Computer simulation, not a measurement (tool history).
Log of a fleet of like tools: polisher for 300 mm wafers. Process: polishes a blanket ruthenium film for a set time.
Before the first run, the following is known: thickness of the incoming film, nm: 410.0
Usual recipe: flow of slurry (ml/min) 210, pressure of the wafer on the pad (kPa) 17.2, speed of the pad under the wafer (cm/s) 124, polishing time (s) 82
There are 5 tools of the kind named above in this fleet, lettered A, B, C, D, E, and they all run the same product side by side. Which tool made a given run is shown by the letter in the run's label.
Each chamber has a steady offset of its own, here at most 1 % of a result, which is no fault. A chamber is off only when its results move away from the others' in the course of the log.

run   hour  flow of slurry (ml/min)  pressure of the wafer on the pad (kPa)  speed of the pad under the wafer (cm/s)  polishing time (s)  film removed (nm)
 1C    9.0                      210                                    17.2                                      124                  82             137.38
 2B   21.1                      210                                    17.2                                      124                  82             135.60
 3E   30.5                      210                                    17.2                                      124                  82             132.81
      34.5  -- chamber A: slurry nozzle cleaned
 4A   39.5                      210                                    17.2                                      124                  82             143.76
      43.8  -- chamber D: slurry nozzle cleaned
      48.0  -- chamber E: slurry nozzle cleaned
 5D   53.5                      210                                    17.2                                      124                  82             136.57
 6D   65.3                      210                                    17.2                                      124                  82             135.62
 7E   78.1                      145                                    17.2                                      124                 109             170.36
      78.7  -- chamber D: worn pad replaced by a new one
 8B   87.3                      145                                    17.2                                      124                 109             173.42
      91.3  -- chamber E: worn pad replaced by a new one
 9C   98.3                      145                                    17.2                                      124                 109             168.52
10A  107.4                      145                                    17.2                                      124                 109             168.56
11E  114.3                      145                                    17.2                                      124                 109             167.81
     116.9  -- chamber C: worn pad replaced by a new one
12B  125.2                      210                                    17.2                                      124                  82             134.86
13A  135.4                      210                                    17.2                                      124                  82             136.68
14C  144.0                      210                                    17.2                                      124                  82             135.33
15D  153.0                      275                                    17.2                                      124                 108             180.00
     160.4  -- chamber B: worn pad replaced by a new one
     163.5  -- chamber E: head pressure recalibrated
16B  166.2                      275                                    17.2                                      124                 108             185.93
17C  175.6                      275                                    17.2                                      124                 108             186.45
18D  190.5                      275                                    17.2                                      124                 108             183.70
19E  202.5                      275                                    17.2                                      124                 108             178.21
     212.4  -- chamber B: slurry nozzle cleaned
20A  213.8                      210                                    17.2                                      124                  82             131.40
21B  225.9                      210                                    17.2                                      124                  82             139.67
22A  236.2                      210                                    17.2                                      124                  82             126.67
23C  242.9                      210                                    17.2                                      124                  82             134.00
     243.3  -- chamber D: worn pad replaced by a new one
24D  249.4                      210                                    17.2                                      124                  82             137.84
25E  256.1                      210                                    17.2                                      124                  82             133.08
26C  268.2                      210                                    17.2                                      124                  82             137.32
27A  277.7                      210                                    17.2                                      124                  82             131.22
     282.3  -- chamber D: head pressure recalibrated
     285.0  -- chamber D: slurry nozzle cleaned
     285.3  -- chamber E: slurry nozzle cleaned
28B  288.3                      210                                    17.2                                      124                  82             134.57
     290.8  -- chamber C: head pressure recalibrated
     292.9  -- chamber E: worn pad replaced by a new one
29E  300.7                      210                                    17.2                                      124                  82             136.19
     310.4  -- chamber C: worn pad replaced by a new one
30D  312.4                      210                                    17.2                                      124                  82             136.00
31E  321.3                      210                                    22.8                                      124                  65             141.10
32D  332.6                      210                                    22.8                                      124                  65             144.71
33B  341.6                      210                                    22.8                                      124                  65             138.58
34C  350.2                      210                                    22.8                                      124                  65             140.96
35A  362.2                      210                                    22.8                                      124                  65             130.27
36A  370.8                      210                                    17.2                                      124                  82             125.05
37D  377.4                      210                                    17.2                                      124                  82             137.50
     385.0  -- chamber B: worn pad replaced by a new one
38E  388.2                      210                                    17.2                                      124                  82             136.76
39B  400.1                      210                                    15.2                                      124                  82             120.46

Is one chamber off against the others, does the gauge drift, or is nothing wrong? If a chamber is off, say which, and what the likeliest cause is.

Chamber A drifts away from the others.
Likeliest cause: removal rate lost through wear of the pad, % = 11.7.
Not necessarily distinguishable in this log from: head's pressure below its setpoint, %.

Which of the 4 candidates below, each the usual settings with something changed and its results left as question marks, puts chamber A back in line with what the other chambers give on the usual settings?
To be in line, a result may differ from the other chambers' mean on the usual settings by at most: film removed (nm) 7.00
40A-1  410.8                      215                                    19.3                                      124                  82                  ?
40A-2  410.8                      210                                    15.9                                      124                  82                  ?
40A-3  410.8                      205                                    17.2                                      124                  68                  ?
40A-4  410.8                      210                                    20.7                                      124                  82                  ?

What the other chambers average on the usual settings: film removed (nm) 135.30
  run  film removed (nm)
40A-1             137.26
40A-2             112.17
40A-3             100.90
40A-4             146.75
The right change is 40A-1: it brings the chamber back within the allowed miss of the others.
